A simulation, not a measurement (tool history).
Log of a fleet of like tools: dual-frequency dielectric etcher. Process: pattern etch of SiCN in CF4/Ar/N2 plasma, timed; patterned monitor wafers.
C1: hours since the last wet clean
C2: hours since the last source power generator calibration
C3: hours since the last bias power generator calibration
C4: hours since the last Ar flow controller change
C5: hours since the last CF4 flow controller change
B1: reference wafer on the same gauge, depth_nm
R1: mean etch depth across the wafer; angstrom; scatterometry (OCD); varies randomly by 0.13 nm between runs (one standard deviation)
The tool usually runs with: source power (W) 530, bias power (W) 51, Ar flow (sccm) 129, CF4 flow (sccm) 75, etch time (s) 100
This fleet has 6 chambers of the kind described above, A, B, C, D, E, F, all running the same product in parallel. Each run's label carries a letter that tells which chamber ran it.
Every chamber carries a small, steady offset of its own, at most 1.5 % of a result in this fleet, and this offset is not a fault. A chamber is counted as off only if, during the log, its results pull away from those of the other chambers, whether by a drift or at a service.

Run 1A, hour 3.5: usual settings; C1 272.1; C2 642.3; C3 4664.8; C4 1688.8; C5 1839.4; B1 80.494. Result: R1 848.91 angstrom.
Run 2D, hour 9: usual settings; C1 487.8; C2 324.9; C3 2774.9; C4 317.1; C5 865.1; B1 80.516. Result: R1 864.64 angstrom.
At hour 9.1: chamber C: wet clean of the chamber.
Run 3B, hour 14.4: usual settings; C1 454.4; C2 565.5; C3 1091.4; C4 905.4; C5 2544.7; B1 80.555. Result: R1 866.4 angstrom.
Run 4C, hour 18: usual settings; C1 8.9; C2 1422.4; C3 2418.5; C4 3512.8; C5 2847.8; B1 80.534. Result: R1 849.29 angstrom.
Run 5F, hour 24.2: usual settings but bias power (W) 41, Ar flow (sccm) 108; C1 285; C2 2371.5; C3 2662.1; C4 3456.1; C5 3784.2; B1 80.542. Result: R1 830.35 angstrom.
At hour 28.9: chamber A: bias power generator calibrated.
Run 6E, hour 31.7: usual settings but bias power (W) 41, Ar flow (sccm) 108; C1 196.4; C2 2799; C3 1999; C4 84.3; C5 411; B1 80.575. Result: R1 829.5 angstrom.
Run 7B, hour 36: usual settings but bias power (W) 41, Ar flow (sccm) 108; C1 476; C2 587.1; C3 1113; C4 927; C5 2566.3; B1 80.574. Result: R1 834.28 angstrom.
At hour 42.4: chamber E: bias power generator calibrated.
Run 8C, hour 43.3: usual settings but bias power (W) 41, Ar flow (sccm) 108; C1 34.2; C2 1447.7; C3 2443.8; C4 3538.1; C5 2873.1; B1 80.623. Result: R1 822.56 angstrom.
Run 9A, hour 48.6: usual settings but bias power (W) 41, Ar flow (sccm) 108; C1 317.2; C2 687.4; C3 19.7; C4 1733.9; C5 1884.5; B1 80.616. Result: R1 820.76 angstrom.
Run 10D, hour 56.3: usual settings but bias power (W) 41, Ar flow (sccm) 108; C1 535.1; C2 372.2; C3 2822.2; C4 364.4; C5 912.4; B1 80.613. Result: R1 834.92 angstrom.
Run 11E, hour 60.1: usual settings; C1 224.8; C2 2827.4; C3 17.7; C4 112.7; C5 439.4; B1 80.612. Result: R1 863.58 angstrom.
Run 12F, hour 63.8: usual settings but CF4 flow (sccm) 63; C1 324.6; C2 2411.1; C3 2701.7; C4 3495.7; C5 3823.8; B1 80.621. Result: R1 832.98 angstrom.
Run 13D, hour 71.1: usual settings but CF4 flow (sccm) 63; C1 549.9; C2 387; C3 2837; C4 379.2; C5 927.2; B1 80.687. Result: R1 841.52 angstrom.
Run 14C, hour 76.4: usual settings but CF4 flow (sccm) 63; C1 67.3; C2 1480.8; C3 2476.9; C4 3571.2; C5 2906.2; B1 80.649. Result: R1 826.05 angstrom.
Run 15A, hour 81.9: usual settings but CF4 flow (sccm) 63; C1 350.5; C2 720.7; C3 53; C4 1767.2; C5 1917.8; B1 80.698. Result: R1 824.52 angstrom.
Run 16F, hour 86.2: usual settings but CF4 flow (sccm) 63; C1 347; C2 2433.5; C3 2724.1; C4 3518.1; C5 3846.2; B1 80.686. Result: R1 831.54 angstrom.
Run 17B, hour 91.1: usual settings but CF4 flow (sccm) 63; C1 531.1; C2 642.2; C3 1168.1; C4 982.1; C5 2621.4; B1 80.681. Result: R1 841.58 angstrom.
At hour 93.6: chamber F: wet clean of the chamber.
Run 18E, hour 98.3: usual settings; C1 263; C2 2865.6; C3 55.9; C4 150.9; C5 477.6; B1 80.726. Result: R1 863.43 angstrom.
Run 19E, hour 105.3: usual settings; C1 270; C2 2872.6; C3 62.9; C4 157.9; C5 484.6; B1 80.728. Result: R1 864.43 angstrom.
Run 20C, hour 110.2: usual settings; C1 101.1; C2 1514.6; C3 2510.7; C4 3605; C5 2940; B1 80.742. Result: R1 850.71 angstrom.
Run 21A, hour 115.1: usual settings; C1 383.7; C2 753.9; C3 86.2; C4 1800.4; C5 1951; B1 80.754. Result: R1 849.87 angstrom.
Run 22D, hour 119.3: usual settings; C1 598.1; C2 435.2; C3 2885.2; C4 427.4; C5 975.4; B1 80.742. Result: R1 866.28 angstrom.
Run 23B, hour 122.8: usual settings; C1 562.8; C2 673.9; C3 1199.8; C4 1013.8; C5 2653.1; B1 80.803. Result: R1 868.24 angstrom.
Run 24F, hour 127.3: usual settings but bias power (W) 41, Ar flow (sccm) 119; C1 33.8; C2 2474.6; C3 2765.2; C4 3559.2; C5 3887.3; B1 80.8. Result: R1 817.37 angstrom.
At hour 130.7: chamber A: wet clean of the chamber.
Run 25C, hour 134.1: usual settings but bias power (W) 41, Ar flow (sccm) 119; C1 125; C2 1538.5; C3 2534.6; C4 3628.9; C5 2963.9; B1 80.791. Result: R1 809.3 angstrom.
Run 26A, hour 141.8: usual settings but bias power (W) 41, Ar flow (sccm) 119; C1 11.2; C2 780.6; C3 112.9; C4 1827.1; C5 1977.7; B1 80.846. Result: R1 806.1 angstrom.
Run 27E, hour 146.8: usual settings but bias power (W) 41, Ar flow (sccm) 119; C1 311.5; C2 2914.1; C3 104.4; C4 199.4; C5 526.1; B1 80.835. Result: R1 817.34 angstrom.
At hour 149.5: chamber B: wet clean of the chamber.
Run 28B, hour 150.5: usual settings but bias power (W) 41, Ar flow (sccm) 119; C1 1; C2 701.6; C3 1227.5; C4 1041.5; C5 2680.8; B1 80.839. Result: R1 824.58 angstrom.
Run 29D, hour 155.4: usual settings but bias power (W) 41, Ar flow (sccm) 119; C1 634.2; C2 471.3; C3 2921.3; C4 463.5; C5 1011.5; B1 80.841. Result: R1 825.55 angstrom.
Run 30F, hour 159.3: usual settings; C1 65.8; C2 2506.6; C3 2797.2; C4 3591.2; C5 3919.3; B1 80.862. Result: R1 860.58 angstrom.
Run 31D, hour 165.6: usual settings; C1 644.4; C2 481.5; C3 2931.5; C4 473.7; C5 1021.7; B1 80.882. Result: R1 869.28 angstrom.
Run 32B, hour 170.3: usual settings; C1 20.8; C2 721.4; C3 1247.3; C4 1061.3; C5 2700.6; B1 80.856. Result: R1 867.43 angstrom.
Run 33E, hour 177.6: usual settings; C1 342.3; C2 2944.9; C3 135.2; C4 230.2; C5 556.9; B1 80.893. Result: R1 862.83 angstrom.
Run 34C, hour 182.1: usual settings; C1 173; C2 1586.5; C3 2582.6; C4 3676.9; C5 3011.9; B1 80.915. Result: R1 852.83 angstrom.
Run 35A, hour 189.1: usual settings; C1 58.5; C2 827.9; C3 160.2; C4 1874.4; C5 2025; B1 80.956. Result: R1 850.19 angstrom.
Run 36F, hour 195.9: usual settings but etch time (s) 124; C1 102.4; C2 2543.2; C3 2833.8; C4 3627.8; C5 3955.9; B1 80.96. Result: R1 1071.3 angstrom.
At hour 200.3: chamber D: wet clean of the chamber.
Run 37B, hour 200.5: usual settings but etch time (s) 124; C1 51; C2 751.6; C3 1277.5; C4 1091.5; C5 2730.8; B1 80.988. Result: R1 1075.2 angstrom.
Run 38D, hour 206.1: usual settings but etch time (s) 124; C1 5.9; C2 522; C3 2972; C4 514.2; C5 1062.2; B1 80.975. Result: R1 1080.9 angstrom.
Run 39C, hour 211.1: usual settings but etch time (s) 124; C1 202; C2 1615.5; C3 2611.6; C4 3705.9; C5 3040.9; B1 80.977. Result: R1 1061.3 angstrom.
Run 40E, hour 216.2: usual settings but etch time (s) 124; C1 380.9; C2 2983.5; C3 173.8; C4 268.8; C5 595.5; B1 80.999. Result: R1 1072.9 angstrom.

Predict what each chamber gives when all 6 of them run the settings below next.
Run 41A, hour 221.7: usual settings. Result: R1 ?.
Run 41B, hour 221.7: usual settings. Result: R1 ?.
Run 41C, hour 221.7: usual settings. Result: R1 ?.
Run 41D, hour 221.7: usual settings. Result: R1 ?.
Run 41E, hour 221.7: usual settings. Result: R1 ?.
Run 41F, hour 221.7: usual settings. Result: R1 ?.

run      R1
41A  849.08
41B  871.32
41C  854.28
41D  871.55
41E     867
41F  863.91
